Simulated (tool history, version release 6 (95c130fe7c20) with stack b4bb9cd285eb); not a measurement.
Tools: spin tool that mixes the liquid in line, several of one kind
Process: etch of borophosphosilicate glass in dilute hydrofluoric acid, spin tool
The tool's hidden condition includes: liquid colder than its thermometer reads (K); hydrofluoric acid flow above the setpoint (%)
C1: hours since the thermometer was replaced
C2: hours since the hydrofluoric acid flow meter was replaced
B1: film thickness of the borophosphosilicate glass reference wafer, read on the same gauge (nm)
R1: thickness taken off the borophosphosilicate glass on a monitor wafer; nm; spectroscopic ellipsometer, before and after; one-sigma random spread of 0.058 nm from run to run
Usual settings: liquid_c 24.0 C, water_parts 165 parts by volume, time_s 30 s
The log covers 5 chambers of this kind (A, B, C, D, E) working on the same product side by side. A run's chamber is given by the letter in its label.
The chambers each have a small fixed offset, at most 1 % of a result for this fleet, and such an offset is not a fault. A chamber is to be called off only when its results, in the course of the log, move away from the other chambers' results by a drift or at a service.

{"run": "1A", "day": 0.171, "liquid_c": 24.0, "water_parts": 165, "time_s": 30, "C1": 847.6, "C2": 1898.8, "B1": 40.016, "R1": 5.8779}
{"run": "2E", "day": 0.488, "liquid_c": 24.0, "water_parts": 165, "time_s": 30, "C1": 189.9, "C2": 347.7, "B1": 39.997, "R1": 5.9872}
{"run": "3B", "day": 0.804, "liquid_c": 24.0, "water_parts": 165, "time_s": 30, "C1": 1949.9, "C2": 961.5, "B1": 40.033, "R1": 5.8832}
{"run": "4D", "day": 1.158, "liquid_c": 24.0, "water_parts": 165, "time_s": 30, "C1": 904.7, "C2": 103.5, "B1": 40.034, "R1": 5.7397}
{"run": "5C", "day": 1.45, "liquid_c": 24.0, "water_parts": 165, "time_s": 30, "C1": 232.7, "C2": 845.2, "B1": 39.996, "R1": 5.9169}
{"run": "6E", "day": 1.621, "liquid_c": 24.0, "water_parts": 165, "time_s": 30, "C1": 217.1, "C2": 374.9, "B1": 39.973, "R1": 5.958}
{"run": "7A", "day": 1.979, "liquid_c": 22.0, "water_parts": 165, "time_s": 45, "C1": 891.0, "C2": 1942.2, "B1": 40.009, "R1": 8.2293}
{"run": "8B", "day": 2.146, "liquid_c": 22.0, "water_parts": 165, "time_s": 45, "C1": 1982.1, "C2": 993.7, "B1": 39.963, "R1": 8.1233}
{"run": "9D", "day": 2.479, "liquid_c": 22.0, "water_parts": 165, "time_s": 45, "C1": 936.4, "C2": 135.2, "B1": 39.977, "R1": 8.0704}
{"run": "10C", "day": 2.746, "liquid_c": 22.0, "water_parts": 165, "time_s": 45, "C1": 263.8, "C2": 876.3, "B1": 40.006, "R1": 8.1689}
{"run": "11A", "day": 2.988, "liquid_c": 22.0, "water_parts": 165, "time_s": 45, "C1": 915.2, "C2": 1966.4, "B1": 39.991, "R1": 8.2845}
{"run": "12C", "day": 3.346, "liquid_c": 20.0, "water_parts": 95, "time_s": 30, "C1": 278.2, "C2": 890.7, "B1": 39.987, "R1": 9.489}
{"run": "13E", "day": 3.567, "liquid_c": 20.0, "water_parts": 95, "time_s": 30, "C1": 263.8, "C2": 421.6, "B1": 40.002, "R1": 9.8066}
{"run": "14D", "day": 3.879, "liquid_c": 20.0, "water_parts": 95, "time_s": 30, "C1": 970.0, "C2": 168.8, "B1": 40.024, "R1": 9.2331}
{"run": "15B", "day": 4.071, "liquid_c": 20.0, "water_parts": 95, "time_s": 30, "C1": 2028.3, "C2": 1039.9, "B1": 40.021, "R1": 9.4071}
{"run": "16B", "day": 4.325, "liquid_c": 20.0, "water_parts": 95, "time_s": 30, "C1": 2034.4, "C2": 1046.0, "B1": 40.01, "R1": 9.457}
{"run": "17A", "day": 4.638, "liquid_c": 24.0, "water_parts": 165, "time_s": 30, "C1": 954.8, "C2": 2006.0, "B1": 40.027, "R1": 5.8806}
{"run": "18C", "day": 4.804, "liquid_c": 24.0, "water_parts": 165, "time_s": 30, "C1": 313.2, "C2": 925.7, "B1": 39.989, "R1": 5.8877}
{"run": "19D", "day": 4.962, "liquid_c": 24.0, "water_parts": 165, "time_s": 30, "C1": 996.0, "C2": 194.8, "B1": 39.991, "R1": 5.8399}
{"run": "20E", "day": 5.325, "liquid_c": 24.0, "water_parts": 165, "time_s": 30, "C1": 306.0, "C2": 463.8, "B1": 39.983, "R1": 5.861}
{"run": "21C", "day": 5.483, "liquid_c": 24.0, "water_parts": 165, "time_s": 30, "C1": 329.5, "C2": 942.0, "B1": 40.001, "R1": 5.9355}
{"run": "22A", "day": 5.804, "liquid_c": 24.0, "water_parts": 165, "time_s": 30, "C1": 982.8, "C2": 2034.0, "B1": 39.989, "R1": 5.8959}
{"run": "23D", "day": 6.154, "liquid_c": 24.0, "water_parts": 165, "time_s": 30, "C1": 1024.6, "C2": 223.4, "B1": 40.03, "R1": 5.8595}
{"day": 6.171, "done": "chamber A: hydrofluoric acid flow meter replaced"}
{"run": "24E", "day": 6.458, "liquid_c": 21.5, "water_parts": 165, "time_s": 30, "C1": 333.2, "C2": 491.0, "B1": 39.998, "R1": 5.3366}
{"run": "25B", "day": 6.746, "liquid_c": 21.5, "water_parts": 165, "time_s": 30, "C1": 2092.5, "C2": 1104.1, "B1": 39.993, "R1": 5.4913}
{"run": "26C", "day": 7.088, "liquid_c": 21.5, "water_parts": 165, "time_s": 30, "C1": 368.0, "C2": 980.5, "B1": 39.987, "R1": 5.2533}
{"run": "27D", "day": 7.258, "liquid_c": 21.5, "water_parts": 165, "time_s": 30, "C1": 1051.1, "C2": 249.9, "B1": 39.964, "R1": 5.3488}
{"run": "28B", "day": 7.446, "liquid_c": 21.5, "water_parts": 165, "time_s": 30, "C1": 2109.3, "C2": 1120.9, "B1": 40.014, "R1": 5.6611}
{"run": "29A", "day": 7.675, "liquid_c": 24.0, "water_parts": 165, "time_s": 30, "C1": 1027.7, "C2": 36.1, "B1": 40.007, "R1": 5.918}
{"run": "30E", "day": 8.008, "liquid_c": 24.0, "water_parts": 165, "time_s": 30, "C1": 370.4, "C2": 528.2, "B1": 39.991, "R1": 5.9006}
{"run": "31A", "day": 8.304, "liquid_c": 24.0, "water_parts": 165, "time_s": 30, "C1": 1042.8, "C2": 51.2, "B1": 39.993, "R1": 5.8705}
{"run": "32C", "day": 8.617, "liquid_c": 24.0, "water_parts": 165, "time_s": 30, "C1": 404.7, "C2": 1017.2, "B1": 40.013, "R1": 5.8938}
{"run": "33E", "day": 8.792, "liquid_c": 22.0, "water_parts": 165, "time_s": 40, "C1": 389.2, "C2": 547.0, "B1": 40.012, "R1": 7.3925}
{"run": "34B", "day": 9.138, "liquid_c": 22.0, "water_parts": 165, "time_s": 40, "C1": 2149.9, "C2": 1161.5, "B1": 39.978, "R1": 7.8585}
{"run": "35D", "day": 9.475, "liquid_c": 22.0, "water_parts": 165, "time_s": 40, "C1": 1104.3, "C2": 303.1, "B1": 39.991, "R1": 7.3173}
{"run": "36A", "day": 9.717, "liquid_c": 22.0, "water_parts": 165, "time_s": 40, "C1": 1076.7, "C2": 85.1, "B1": 40.011, "R1": 7.3049}
{"run": "37D", "day": 9.95, "liquid_c": 22.0, "water_parts": 165, "time_s": 40, "C1": 1115.7, "C2": 314.5, "B1": 39.961, "R1": 7.1558}
{"run": "38E", "day": 10.312, "liquid_c": 24.0, "water_parts": 165, "time_s": 30, "C1": 425.7, "C2": 583.5, "B1": 40.022, "R1": 5.9015}
{"run": "39C", "day": 10.567, "liquid_c": 24.0, "water_parts": 165, "time_s": 30, "C1": 451.5, "C2": 1064.0, "B1": 39.995, "R1": 5.857}
{"run": "40B", "day": 10.842, "liquid_c": 24.0, "water_parts": 165, "time_s": 30, "C1": 2190.8, "C2": 1202.4, "B1": 39.999, "R1": 6.4236}
{"run": "41A", "day": 11.108, "liquid_c": 24.0, "water_parts": 165, "time_s": 30, "C1": 1110.1, "C2": 118.5, "B1": 40.012, "R1": 5.9707}
{"run": "42C", "day": 11.379, "liquid_c": 26.5, "water_parts": 165, "time_s": 40, "C1": 471.0, "C2": 1083.5, "B1": 40.007, "R1": 8.639}
{"run": "43D", "day": 11.617, "liquid_c": 26.5, "water_parts": 165, "time_s": 40, "C1": 1155.7, "C2": 354.5, "B1": 39.993, "R1": 8.5446}

What goes on in this fleet: one chamber off, a drifting gauge, or nothing beyond the chambers' own small offsets? Name the chamber and the cause, if any.

One chamber, B, drifts off from the rest bit by bit.
What lies behind it: hydrofluoric acid flow above the setpoint (%) = 11.1.

Which of the 4 candidates below, each the usual settings with something changed and its results left as question marks, puts chamber B back in line with what the other chambers give on the usual settings?
Counts as in line when no further than this from what the other chambers average on the usual settings: R1 0.2000 nm
{"run": "44B-1", "day": 11.879, "liquid_c": 24.0, "water_parts": 180, "time_s": 30, "R1": "?"}
{"run": "44B-2", "day": 11.879, "liquid_c": 23.5, "water_parts": 195, "time_s": 30, "R1": "?"}
{"run": "44B-3", "day": 11.879, "liquid_c": 24.0, "water_parts": 155, "time_s": 35, "R1": "?"}
{"run": "44B-4", "day": 11.879, "liquid_c": 27.0, "water_parts": 165, "time_s": 30, "R1": "?"}

What the other chambers average on the usual settings: R1 5.8889 nm
run=44B-1 R1=5.9480
run=44B-2 R1=5.2988
run=44B-3 R1=8.2891
run=44B-4 R1=7.3952
It is 44B-1 that realigns the chamber with its peers.
